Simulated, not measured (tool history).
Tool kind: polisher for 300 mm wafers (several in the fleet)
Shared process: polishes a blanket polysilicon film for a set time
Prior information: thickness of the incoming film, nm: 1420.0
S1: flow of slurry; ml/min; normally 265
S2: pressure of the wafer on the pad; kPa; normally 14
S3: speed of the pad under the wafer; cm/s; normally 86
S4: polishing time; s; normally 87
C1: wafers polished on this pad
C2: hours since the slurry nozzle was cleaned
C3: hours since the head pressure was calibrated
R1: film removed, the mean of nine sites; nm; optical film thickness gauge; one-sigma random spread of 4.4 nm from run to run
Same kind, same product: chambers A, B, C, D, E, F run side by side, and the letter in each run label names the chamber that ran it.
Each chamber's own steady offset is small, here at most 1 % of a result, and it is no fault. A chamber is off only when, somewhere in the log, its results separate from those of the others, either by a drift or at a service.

{"hour": 11.6, "done": "chamber A: slurry nozzle cleaned"}
{"run": "1D", "hour": 12.1, "S1": 265, "S2": 14, "S3": 86, "S4": 87, "C1": 1048, "C2": 127.7, "C3": 299.2, "R1": 445.79}
{"hour": 15.8, "done": "chamber C: slurry nozzle cleaned"}
{"hour": 20.2, "done": "chamber E: worn pad replaced by a new one"}
{"run": "2F", "hour": 24.1, "S1": 265, "S2": 14, "S3": 86, "S4": 87, "C1": 639, "C2": 49.9, "C3": 908.5, "R1": 440.2}
{"hour": 27.4, "done": "chamber C: worn pad replaced by a new one"}
{"run": "3B", "hour": 34.2, "S1": 265, "S2": 14, "S3": 86, "S4": 87, "C1": 537, "C2": 413.5, "C3": 470.3, "R1": 442.94}
{"run": "4E", "hour": 43.2, "S1": 265, "S2": 14, "S3": 86, "S4": 87, "C1": 226, "C2": 395.0, "C3": 393.0, "R1": 445.6}
{"run": "5A", "hour": 51.3, "S1": 265, "S2": 14, "S3": 86, "S4": 87, "C1": 661, "C2": 39.7, "C3": 295.0, "R1": 436.81}
{"hour": 52.9, "done": "chamber B: worn pad replaced by a new one"}
{"hour": 59.7, "done": "chamber F: worn pad replaced by a new one"}
{"run": "6C", "hour": 60.9, "S1": 265, "S2": 14, "S3": 86, "S4": 87, "C1": 328, "C2": 45.1, "C3": 762.7, "R1": 442.68}
{"hour": 63.3, "done": "chamber B: head pressure recalibrated"}
{"run": "7E", "hour": 69.2, "S1": 265, "S2": 14, "S3": 86, "S4": 87, "C1": 480, "C2": 421.0, "C3": 419.0, "R1": 445.28}
{"run": "8F", "hour": 78.9, "S1": 265, "S2": 14, "S3": 86, "S4": 87, "C1": 188, "C2": 104.7, "C3": 963.3, "R1": 437.78}
{"hour": 80.6, "done": "chamber B: slurry nozzle cleaned"}
{"hour": 86.2, "done": "chamber E: worn pad replaced by a new one"}
{"run": "9B", "hour": 89.2, "S1": 265, "S2": 14, "S3": 86, "S4": 87, "C1": 356, "C2": 8.7, "C3": 26.0, "R1": 444.0}
{"run": "10D", "hour": 99.2, "S1": 265, "S2": 14, "S3": 86, "S4": 87, "C1": 1901, "C2": 214.8, "C3": 386.3, "R1": 440.23}
{"hour": 105.6, "done": "chamber A: worn pad replaced by a new one"}
{"run": "11A", "hour": 105.9, "S1": 265, "S2": 14, "S3": 86, "S4": 87, "C1": 3, "C2": 94.3, "C3": 349.6, "R1": 430.47}
{"run": "12C", "hour": 113.0, "S1": 265, "S2": 14, "S3": 86, "S4": 87, "C1": 838, "C2": 97.2, "C3": 814.8, "R1": 446.33}
{"hour": 120.1, "done": "chamber C: worn pad replaced by a new one"}
{"hour": 124.4, "done": "chamber B: worn pad replaced by a new one"}
{"run": "13C", "hour": 125.1, "S1": 265, "S2": 14, "S3": 86, "S4": 87, "C1": 49, "C2": 109.3, "C3": 826.9, "R1": 431.96}
{"run": "14B", "hour": 135.6, "S1": 265, "S2": 14, "S3": 86, "S4": 87, "C1": 109, "C2": 55.1, "C3": 72.4, "R1": 441.62}
{"run": "15F", "hour": 144.2, "S1": 265, "S2": 14, "S3": 86, "S4": 87, "C1": 827, "C2": 170.0, "C3": 1028.6, "R1": 437.18}
{"hour": 154.9, "done": "chamber E: worn pad replaced by a new one"}
{"run": "16E", "hour": 156.8, "S1": 265, "S2": 14, "S3": 86, "S4": 87, "C1": 19, "C2": 508.6, "C3": 506.6, "R1": 442.56}
{"run": "17A", "hour": 164.4, "S1": 265, "S2": 14, "S3": 86, "S4": 87, "C1": 576, "C2": 152.8, "C3": 408.1, "R1": 433.65}
{"run": "18D", "hour": 170.9, "S1": 265, "S2": 14, "S3": 86, "S4": 87, "C1": 2603, "C2": 286.5, "C3": 458.0, "R1": 434.14}
{"hour": 179.7, "done": "chamber F: worn pad replaced by a new one"}
{"run": "19B", "hour": 182.5, "S1": 265, "S2": 14, "S3": 86, "S4": 87, "C1": 569, "C2": 102.0, "C3": 119.3, "R1": 440.36}
{"run": "20A", "hour": 188.7, "S1": 265, "S2": 14, "S3": 86, "S4": 87, "C1": 814, "C2": 177.1, "C3": 432.4, "R1": 436.96}
{"hour": 190.8, "done": "chamber F: head pressure recalibrated"}
{"hour": 192.9, "done": "chamber D: slurry nozzle cleaned"}
{"run": "21F", "hour": 195.5, "S1": 265, "S2": 14, "S3": 86, "S4": 87, "C1": 154, "C2": 221.3, "C3": 4.7, "R1": 447.27}
{"hour": 196.7, "done": "chamber B: worn pad replaced by a new one"}
{"run": "22E", "hour": 206.6, "S1": 265, "S2": 14, "S3": 86, "S4": 87, "C1": 507, "C2": 558.4, "C3": 556.4, "R1": 444.49}
{"hour": 214.2, "done": "chamber A: worn pad replaced by a new one"}
{"run": "23D", "hour": 217.1, "S1": 265, "S2": 14, "S3": 86, "S4": 87, "C1": 3055, "C2": 24.3, "C3": 504.2, "R1": 418.59}
{"hour": 226.0, "done": "chamber C: worn pad replaced by a new one"}
{"hour": 227.1, "done": "chamber E: worn pad replaced by a new one"}
{"run": "24C", "hour": 227.5, "S1": 265, "S2": 14, "S3": 86, "S4": 87, "C1": 15, "C2": 211.7, "C3": 929.3, "R1": 436.12}
{"run": "25B", "hour": 236.3, "S1": 265, "S2": 14, "S3": 66, "S4": 108, "C1": 388, "C2": 155.8, "C3": 173.1, "R1": 418.32}
{"run": "26D", "hour": 245.9, "S1": 265, "S2": 14, "S3": 66, "S4": 108, "C1": 3337, "C2": 53.1, "C3": 533.0, "R1": 410.3}
{"run": "27A", "hour": 252.2, "S1": 265, "S2": 14, "S3": 66, "S4": 108, "C1": 372, "C2": 240.6, "C3": 495.9, "R1": 418.79}
{"run": "28E", "hour": 263.4, "S1": 265, "S2": 14, "S3": 66, "S4": 108, "C1": 355, "C2": 615.2, "C3": 613.2, "R1": 418.94}
{"hour": 263.8, "done": "chamber B: worn pad replaced by a new one"}
{"run": "29F", "hour": 274.0, "S1": 265, "S2": 14, "S3": 66, "S4": 108, "C1": 923, "C2": 299.8, "C3": 83.2, "R1": 420.1}
{"hour": 276.0, "done": "chamber F: worn pad replaced by a new one"}
{"run": "30C", "hour": 280.3, "S1": 265, "S2": 14, "S3": 66, "S4": 108, "C1": 532, "C2": 264.5, "C3": 982.1, "R1": 417.51}
{"run": "31B", "hour": 288.6, "S1": 265, "S2": 14, "S3": 86, "S4": 87, "C1": 243, "C2": 208.1, "C3": 225.4, "R1": 444.81}
{"hour": 289.0, "done": "chamber E: worn pad replaced by a new one"}
{"run": "32E", "hour": 297.1, "S1": 265, "S2": 14, "S3": 86, "S4": 87, "C1": 79, "C2": 648.9, "C3": 646.9, "R1": 442.43}
{"hour": 303.9, "done": "chamber C: head pressure recalibrated"}
{"run": "33F", "hour": 304.0, "S1": 265, "S2": 14, "S3": 86, "S4": 87, "C1": 274, "C2": 329.8, "C3": 113.2, "R1": 439.85}
{"hour": 304.8, "done": "chamber D: head pressure recalibrated"}
{"run": "34C", "hour": 310.1, "S1": 265, "S2": 14, "S3": 112, "S4": 107, "C1": 823, "C2": 294.3, "C3": 6.2, "R1": 699.65}
{"run": "35A", "hour": 318.0, "S1": 265, "S2": 14, "S3": 112, "S4": 107, "C1": 1017, "C2": 306.4, "C3": 561.7, "R1": 707.3}
{"run": "36D", "hour": 327.4, "S1": 265, "S2": 14, "S3": 112, "S4": 107, "C1": 4135, "C2": 134.6, "C3": 22.7, "R1": 662.57}
{"run": "37F", "hour": 338.8, "S1": 265, "S2": 14, "S3": 112, "S4": 107, "C1": 614, "C2": 364.6, "C3": 148.0, "R1": 688.96}

One chamber off, gauge drift, or nothing amiss beyond the chambers' own small offsets? If it is a chamber, which one, and what is the likeliest cause?

It is chamber D that slowly wanders off from its peers.
Most likely cause: removal rate lost through wear of the pad, % = 7.54.

Which of the 4 candidates below, each the usual settings with something changed and its results left as question marks, puts chamber D back in line with what the other chambers give on the usual settings?
In line means no further than this from the other chambers' mean on the usual settings: R1 15.00 nm
{"run": "38D-1", "hour": 347.9, "S1": 265, "S2": 13.8, "S3": 80, "S4": 80, "R1": "?"}
{"run": "38D-2", "hour": 347.9, "S1": 265, "S2": 13.8, "S3": 82, "S4": 84, "R1": "?"}
{"run": "38D-3", "hour": 347.9, "S1": 265, "S2": 13.8, "S3": 92, "S4": 87, "R1": "?"}
{"run": "38D-4", "hour": 347.9, "S1": 265, "S2": 15.2, "S3": 86, "S4": 93, "R1": "?"}

What the other chambers average on the usual settings: R1 438.42 nm
run=38D-1 R1=350.30
run=38D-2 R1=376.87
run=38D-3 R1=437.25
run=38D-4 R1=480.97
38D-3 brings the chamber back in line.

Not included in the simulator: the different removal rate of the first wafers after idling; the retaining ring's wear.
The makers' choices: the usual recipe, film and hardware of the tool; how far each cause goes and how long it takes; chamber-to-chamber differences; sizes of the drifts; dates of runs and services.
